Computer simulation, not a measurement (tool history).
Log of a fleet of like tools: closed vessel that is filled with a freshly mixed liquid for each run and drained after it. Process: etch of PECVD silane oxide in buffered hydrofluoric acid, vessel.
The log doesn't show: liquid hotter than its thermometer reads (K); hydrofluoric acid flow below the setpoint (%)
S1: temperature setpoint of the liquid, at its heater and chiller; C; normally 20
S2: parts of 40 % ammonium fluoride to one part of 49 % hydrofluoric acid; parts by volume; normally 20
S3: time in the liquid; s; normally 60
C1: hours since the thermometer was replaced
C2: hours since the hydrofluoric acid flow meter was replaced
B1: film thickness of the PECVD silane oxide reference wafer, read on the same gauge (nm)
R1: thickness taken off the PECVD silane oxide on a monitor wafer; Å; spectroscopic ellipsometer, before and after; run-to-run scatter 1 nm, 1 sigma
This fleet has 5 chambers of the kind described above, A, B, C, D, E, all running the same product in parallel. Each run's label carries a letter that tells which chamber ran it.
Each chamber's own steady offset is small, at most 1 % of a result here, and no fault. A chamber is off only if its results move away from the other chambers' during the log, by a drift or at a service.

{"hour": 8.8, "done": "chamber E: hydrofluoric acid flow meter replaced"}
{"run": "1B", "hour": 9.2, "S1": 20, "S2": 20, "S3": 60, "C1": 602.4, "C2": 96.9, "B1": 150.03, "R1": 1235.8}
{"run": "2E", "hour": 18.7, "S1": 20, "S2": 20, "S3": 60, "C1": 230.4, "C2": 10, "B1": 150.02, "R1": 1241.5}
{"run": "3C", "hour": 26.3, "S1": 20, "S2": 20, "S3": 60, "C1": 216.3, "C2": 1189.7, "B1": 150.01, "R1": 1252}
{"run": "4A", "hour": 36.5, "S1": 20, "S2": 20, "S3": 60, "C1": 1139.2, "C2": 234.1, "B1": 150.03, "R1": 1229.5}
{"run": "5D", "hour": 48.6, "S1": 20, "S2": 20, "S3": 60, "C1": 602.7, "C2": 632.4, "B1": 149.98, "R1": 1248.5}
{"run": "6B", "hour": 62.8, "S1": 20, "S2": 20, "S3": 60, "C1": 656, "C2": 150.5, "B1": 150.02, "R1": 1226.5}
{"run": "7A", "hour": 69.6, "S1": 20, "S2": 20, "S3": 60, "C1": 1172.3, "C2": 267.2, "B1": 149.99, "R1": 1224.1}
{"run": "8E", "hour": 83.7, "S1": 20, "S2": 20, "S3": 60, "C1": 295.4, "C2": 75, "B1": 150.02, "R1": 1229.4}
{"run": "9D", "hour": 92.8, "S1": 24.5, "S2": 20, "S3": 85, "C1": 646.9, "C2": 676.6, "B1": 150.03, "R1": 2242.2}
{"run": "10C", "hour": 100.0, "S1": 24.5, "S2": 20, "S3": 85, "C1": 290, "C2": 1263.4, "B1": 149.96, "R1": 2279.9}
{"run": "11C", "hour": 109.4, "S1": 24.5, "S2": 20, "S3": 85, "C1": 299.4, "C2": 1272.8, "B1": 149.98, "R1": 2253.8}
{"run": "12E", "hour": 117.9, "S1": 24.5, "S2": 20, "S3": 85, "C1": 329.6, "C2": 109.2, "B1": 149.99, "R1": 2223.6}
{"run": "13B", "hour": 131.1, "S1": 24.5, "S2": 20, "S3": 85, "C1": 724.3, "C2": 218.8, "B1": 150, "R1": 2237.4}
{"run": "14D", "hour": 138.6, "S1": 20, "S2": 17, "S3": 75, "C1": 692.7, "C2": 722.4, "B1": 150.02, "R1": 1846.1}
{"hour": 147.5, "done": "chamber A: thermometer replaced"}
{"run": "15A", "hour": 151.5, "S1": 20, "S2": 17, "S3": 75, "C1": 4, "C2": 349.1, "B1": 149.98, "R1": 1799}
{"run": "16E", "hour": 160.6, "S1": 20, "S2": 17, "S3": 75, "C1": 372.3, "C2": 151.9, "B1": 150.01, "R1": 1776.2}
{"hour": 165.8, "done": "chamber B: thermometer replaced"}
{"run": "17D", "hour": 172.5, "S1": 20, "S2": 17, "S3": 75, "C1": 726.6, "C2": 756.3, "B1": 150.02, "R1": 1843}
{"run": "18B", "hour": 182.9, "S1": 20, "S2": 17, "S3": 75, "C1": 17.1, "C2": 270.6, "B1": 150.02, "R1": 1791.3}
{"run": "19A", "hour": 191.5, "S1": 20, "S2": 20, "S3": 60, "C1": 44, "C2": 389.1, "B1": 149.99, "R1": 1220}
{"run": "20C", "hour": 205.6, "S1": 20, "S2": 20, "S3": 60, "C1": 395.6, "C2": 1369, "B1": 150.01, "R1": 1239}
{"run": "21E", "hour": 212.8, "S1": 20, "S2": 20, "S3": 60, "C1": 424.5, "C2": 204.1, "B1": 150, "R1": 1218.2}
{"run": "22A", "hour": 222.4, "S1": 20, "S2": 20, "S3": 60, "C1": 74.9, "C2": 420, "B1": 149.99, "R1": 1231.9}
{"run": "23D", "hour": 229.0, "S1": 20, "S2": 20, "S3": 60, "C1": 783.1, "C2": 812.8, "B1": 150.01, "R1": 1277.7}
{"run": "24B", "hour": 238.9, "S1": 20, "S2": 20, "S3": 60, "C1": 73.1, "C2": 326.6, "B1": 150.01, "R1": 1244.1}
{"run": "25C", "hour": 245.9, "S1": 20, "S2": 20, "S3": 60, "C1": 435.9, "C2": 1409.3, "B1": 149.99, "R1": 1243.8}
{"run": "26A", "hour": 252.6, "S1": 20, "S2": 20, "S3": 60, "C1": 105.1, "C2": 450.2, "B1": 150, "R1": 1230.1}
{"run": "27B", "hour": 265.8, "S1": 20, "S2": 20, "S3": 60, "C1": 100, "C2": 353.5, "B1": 149.97, "R1": 1230}
{"run": "28D", "hour": 280.8, "S1": 20, "S2": 20, "S3": 60, "C1": 834.9, "C2": 864.6, "B1": 149.98, "R1": 1294.5}
{"run": "29E", "hour": 294.3, "S1": 20, "S2": 20, "S3": 60, "C1": 506, "C2": 285.6, "B1": 150, "R1": 1244.1}
{"run": "30C", "hour": 301.0, "S1": 20, "S2": 20, "S3": 60, "C1": 491, "C2": 1464.4, "B1": 150, "R1": 1255.1}
{"run": "31D", "hour": 311.6, "S1": 20, "S2": 20, "S3": 45, "C1": 865.7, "C2": 895.4, "B1": 149.98, "R1": 994.23}
{"run": "32E", "hour": 318.2, "S1": 20, "S2": 20, "S3": 45, "C1": 529.9, "C2": 309.5, "B1": 149.98, "R1": 927.66}
{"run": "33B", "hour": 332.4, "S1": 20, "S2": 20, "S3": 45, "C1": 166.6, "C2": 420.1, "B1": 150.02, "R1": 921.14}
{"run": "34A", "hour": 341.1, "S1": 20, "S2": 20, "S3": 45, "C1": 193.6, "C2": 538.7, "B1": 149.95, "R1": 915.99}
{"run": "35C", "hour": 356.1, "S1": 20, "S2": 20, "S3": 45, "C1": 546.1, "C2": 1519.5, "B1": 150.03, "R1": 932.95}
{"run": "36D", "hour": 364.4, "S1": 20, "S2": 20, "S3": 60, "C1": 918.5, "C2": 948.2, "B1": 150, "R1": 1349.7}
{"run": "37A", "hour": 376.6, "S1": 20, "S2": 20, "S3": 60, "C1": 229.1, "C2": 574.2, "B1": 149.99, "R1": 1209.3}
{"run": "38B", "hour": 391.1, "S1": 20, "S2": 20, "S3": 60, "C1": 225.3, "C2": 478.8, "B1": 150, "R1": 1216}
{"run": "39C", "hour": 402.7, "S1": 20, "S2": 20, "S3": 40, "C1": 592.7, "C2": 1566.1, "B1": 150.03, "R1": 831.73}

Next, all 5 chambers run the settings below, one line each with question marks for the results. What does each chamber give?
{"run": "40A", "hour": 413.4, "S1": 20, "S2": 20, "S3": 60, "R1": "?"}
{"run": "40B", "hour": 413.4, "S1": 20, "S2": 20, "S3": 60, "R1": "?"}
{"run": "40C", "hour": 413.4, "S1": 20, "S2": 20, "S3": 60, "R1": "?"}
{"run": "40D", "hour": 413.4, "S1": 20, "S2": 20, "S3": 60, "R1": "?"}
{"run": "40E", "hour": 413.4, "S1": 20, "S2": 20, "S3": 60, "R1": "?"}

run=40A R1=1233.4
run=40B R1=1233
run=40C R1=1216.3
run=40D R1=1370.6
run=40E R1=1215.2
